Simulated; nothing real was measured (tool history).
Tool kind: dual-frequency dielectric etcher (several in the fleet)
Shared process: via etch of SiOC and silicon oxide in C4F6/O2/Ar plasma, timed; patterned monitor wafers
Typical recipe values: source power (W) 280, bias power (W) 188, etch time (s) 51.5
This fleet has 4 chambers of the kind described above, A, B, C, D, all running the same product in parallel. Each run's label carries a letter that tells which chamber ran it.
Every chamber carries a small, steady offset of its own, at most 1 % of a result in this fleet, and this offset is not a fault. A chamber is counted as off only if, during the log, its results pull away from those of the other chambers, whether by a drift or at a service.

run	hour	source power (W)	bias power (W)	etch time (s)	read-back reference wafer on the same gauge, depth_nm	mean etch depth across the wafer (angstrom)
1A	4.7	280	188	51.5	48.369	512.59
2B	7.4	280	188	51.5	48.4	518.61
3D	11.5	280	188	51.5	48.414	513.6
4C	14.2	280	188	51.5	48.423	513.92
# hour 15: chamber A: wet clean of the chamber
5A	19.4	280	188	51.5	48.421	512.24
6B	23.5	320	188	46.5	48.351	489.21
7C	26.1	320	188	46.5	48.367	493.53
8D	28.6	320	188	46.5	48.399	487.16
9D	32.5	320	188	46.5	48.369	490.11
10B	36.6	280	188	51.5	48.385	516.66
11A	41.5	280	188	51.5	48.392	508.32
12C	45.9	280	188	51.5	48.428	516.44
13C	48.4	280	188	51.5	48.39	517.46
14B	53	280	188	51.5	48.427	518.39
15D	55.6	280	188	51.5	48.451	514.73
16A	60.5	280	188	51.5	48.42	512.07
17B	63.9	280	188	51.5	48.396	517.54
18C	67.5	280	188	51.5	48.372	515.25
19D	72.1	280	188	51.5	48.429	513.02
20A	75	280	188	51.5	48.414	511.35
21D	79.8	280	188	51.5	48.336	514.36
22A	84.4	280	165	51.5	48.449	485.28
23C	88.6	280	165	51.5	48.371	496.73
24B	93.6	280	165	51.5	48.428	492.62
25B	97.9	280	165	51.5	48.37	488.96
26D	102.1	280	188	57	48.405	566.55
27A	105.4	280	188	57	48.398	566.16
28C	108.9	280	188	57	48.386	576.15
29A	112	280	188	57	48.392	565.41
30B	115.6	280	188	51.5	48.437	512.53
31D	120.2	280	188	51.5	48.39	515.28
32C	124.1	280	188	51.5	48.391	515.34
# hour 127.1: chamber B: wet clean of the chamber
33C	128.4	280	188	51.5	48.417	517.91
34D	131.7	320	188	39	48.37	411.48
35A	134.2	320	188	39	48.422	409.52
36B	137.1	320	188	39	48.388	410.78
37A	141.8	320	188	39	48.429	408.2
38D	144.7	280	188	51.5	48.41	512.66
39B	149.2	280	188	51.5	48.361	513.01
40C	152.4	280	188	51.5	48.34	514.36
41D	157.1	240	188	51.5	48.387	483.74
42B	159.6	240	188	51.5	48.418	484.95
43A	163.1	240	188	51.5	48.434	484.73

Read the log: is a single chamber off, either drifting away or since a service, is the gauge that measures every chamber drifting, or is nothing wrong beyond small per-chamber offsets? Name any odd chamber and what most likely caused it.

Neither any chamber nor the gauge drifts; the chambers differ only by their own small, steady offsets.
